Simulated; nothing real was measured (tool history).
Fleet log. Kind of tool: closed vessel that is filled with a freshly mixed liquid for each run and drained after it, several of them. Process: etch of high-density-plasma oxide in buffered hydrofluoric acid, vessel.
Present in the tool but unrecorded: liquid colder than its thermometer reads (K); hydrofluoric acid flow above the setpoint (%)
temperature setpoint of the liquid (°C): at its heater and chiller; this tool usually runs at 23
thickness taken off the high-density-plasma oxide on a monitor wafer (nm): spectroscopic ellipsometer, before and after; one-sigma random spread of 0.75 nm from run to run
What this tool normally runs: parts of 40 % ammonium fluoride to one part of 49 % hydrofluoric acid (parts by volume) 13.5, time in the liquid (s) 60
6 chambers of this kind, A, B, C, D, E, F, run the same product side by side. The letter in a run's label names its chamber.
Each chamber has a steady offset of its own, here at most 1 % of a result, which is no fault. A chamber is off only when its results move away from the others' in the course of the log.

| run | day | temperature setpoint of the liquid (°C) | parts of 40 % ammonium fluoride to one part of 49 % hydrofluoric acid (parts by volume) | time in the liquid (s) | hours since the thermometer was replaced | hours since the hydrofluoric acid flow meter was replaced | read-back film thickness of the high-density-plasma oxide reference wafer, read on the same gauge (nm) | thickness taken off the high-density-plasma oxide on a monitor wafer (nm) |
|---|---|---|---|---|---|---|---|---|
| 1E | 0.379 | 23 | 13.5 | 60 | 1485.5 | 1550.6 | 89.992 | 77.39 |
| 2A | 0.879 | 23 | 13.5 | 60 | 630.1 | 817.2 | 89.975 | 78.764 |
| 3B | 1.288 | 23 | 13.5 | 60 | 1228.5 | 841.7 | 90.007 | 77.837 |
| 4D | 1.688 | 23 | 13.5 | 60 | 831 | 116.7 | 89.972 | 77.517 |
| 5C | 2.112 | 23 | 13.5 | 60 | 2575.1 | 1390.5 | 89.967 | 80.529 |
|  | 2.346 | chamber B: thermometer replaced |
| 6F | 2.417 | 23 | 13.5 | 40 | 139.8 | 367.6 | 89.993 | 52.006 |
| 7A | 2.917 | 23 | 13.5 | 40 | 679 | 866.1 | 89.997 | 53.357 |
| 8B | 3.142 | 23 | 13.5 | 40 | 19.2 | 886.2 | 89.986 | 52.686 |
| 9C | 3.596 | 23 | 13.5 | 40 | 2610.7 | 1426.1 | 89.987 | 53.314 |
| 10F | 3.958 | 23 | 13.5 | 40 | 176.8 | 404.6 | 90.034 | 51.471 |
| 11D | 4.229 | 23 | 13.5 | 40 | 892 | 177.7 | 90.023 | 51.885 |
| 12E | 4.596 | 23 | 13.5 | 60 | 1586.7 | 1651.8 | 89.993 | 80.375 |
| 13B | 4.917 | 23 | 13.5 | 60 | 61.8 | 928.8 | 90.016 | 79.682 |
| 14A | 5.371 | 21 | 9 | 60 | 737.9 | 925 | 90.01 | 100.65 |
| 15C | 5.8 | 21 | 9 | 60 | 2663.6 | 1479 | 89.981 | 101.3 |
| 16E | 6.275 | 21 | 9 | 60 | 1627 | 1692.1 | 89.948 | 102.32 |
|  | 6.558 | chamber C: thermometer replaced |
| 17D | 6.658 | 21 | 9 | 60 | 950.3 | 236 | 90.028 | 97.491 |
| 18F | 7.15 | 21 | 9 | 60 | 253.4 | 481.2 | 89.983 | 99.074 |
| 19E | 7.521 | 21 | 9 | 60 | 1656.9 | 1722 | 90.043 | 104.66 |
| 20C | 7.938 | 23 | 13.5 | 60 | 33.1 | 1530.3 | 90.041 | 79.375 |
| 21A | 8.279 | 23 | 13.5 | 60 | 807.7 | 994.8 | 90.001 | 79.75 |
| 22F | 8.567 | 23 | 13.5 | 60 | 287.4 | 515.2 | 89.986 | 78.669 |
| 23D | 8.983 | 23 | 13.5 | 60 | 1006.1 | 291.8 | 89.986 | 77.79 |
| 24B | 9.317 | 20.5 | 17.5 | 60 | 167.4 | 1034.4 | 90.022 | 52.636 |
| 25E | 9.596 | 20.5 | 17.5 | 60 | 1706.7 | 1771.8 | 90.01 | 54.499 |
|  | 9.992 | chamber D: thermometer replaced |
| 26D | 10.017 | 20.5 | 17.5 | 60 | 0.7 | 316.6 | 89.989 | 53.07 |
| 27F | 10.338 | 20.5 | 17.5 | 60 | 329.9 | 557.7 | 89.99 | 52.761 |
| 28A | 10.771 | 20.5 | 17.5 | 60 | 867.5 | 1054.6 | 89.995 | 52.472 |
| 29B | 11.179 | 20.5 | 17.5 | 60 | 212.1 | 1079.1 | 89.984 | 52.463 |
| 30C | 11.521 | 23 | 13.5 | 60 | 119.1 | 1616.3 | 89.992 | 79.082 |
| 31C | 11.996 | 23 | 13.5 | 60 | 130.5 | 1627.7 | 89.964 | 79.107 |
| 32E | 12.392 | 23 | 13.5 | 60 | 1773.8 | 1838.9 | 90.038 | 83.524 |
| 33D | 12.729 | 23 | 13.5 | 60 | 65.8 | 381.7 | 90.003 | 76.877 |
| 34F | 13.125 | 23 | 13.5 | 60 | 396.8 | 624.6 | 90.001 | 76.64 |
| 35A | 13.396 | 23 | 13.5 | 30 | 930.5 | 1117.6 | 90.013 | 38.953 |
| 36B | 13.629 | 23 | 13.5 | 30 | 270.9 | 1137.9 | 90.042 | 38.739 |
| 37C | 14.038 | 23 | 13.5 | 30 | 179.5 | 1676.7 | 90.024 | 39.249 |
| 38A | 14.396 | 23 | 13.5 | 30 | 954.5 | 1141.6 | 90.014 | 39.569 |
| 39B | 14.683 | 23 | 13.5 | 30 | 296.2 | 1163.2 | 90.011 | 38.785 |

Is one chamber out of step, is the gauge drifting, or do the chambers differ by no more than their own small offsets? For an off chamber, give its letter and the likeliest cause.

Little by little, chamber E moves away from the other chambers.
What lies behind it: hydrofluoric acid flow above the setpoint (%) = 8.85.
It could be hard to tell apart here from: liquid hotter than its thermometer reads (K).

Chamber E could run next with any of the 4 candidate recipes listed below; each alters the usual settings, and their results appear as question marks. Which one brings its results back in line with what the other chambers deliver on the usual settings?
A result is in line if it is within this distance of the other chambers' mean on the usual settings: thickness taken off the high-density-plasma oxide on a monitor wafer (nm) 2.6
| 40E-1 | 15.046 | 22.5 | 14 | 60 |  |  |  | ? |
| 40E-2 | 15.046 | 23 | 14 | 55 |  |  |  | ? |
| 40E-3 | 15.046 | 23 | 13.5 | 65 |  |  |  | ? |
| 40E-4 | 15.046 | 25.5 | 13.5 | 60 |  |  |  | ? |

On the usual settings, the other chambers give on average: thickness taken off the high-density-plasma oxide on a monitor wafer (nm) 78.364
| run | thickness taken off the high-density-plasma oxide on a monitor wafer (nm) |
|---|---|
| 40E-1 | 79.77 |
| 40E-2 | 75.163 |
| 40E-3 | 92.06 |
| 40E-4 | 97.594 |
40E-1 puts the chamber back in line with the other chambers.
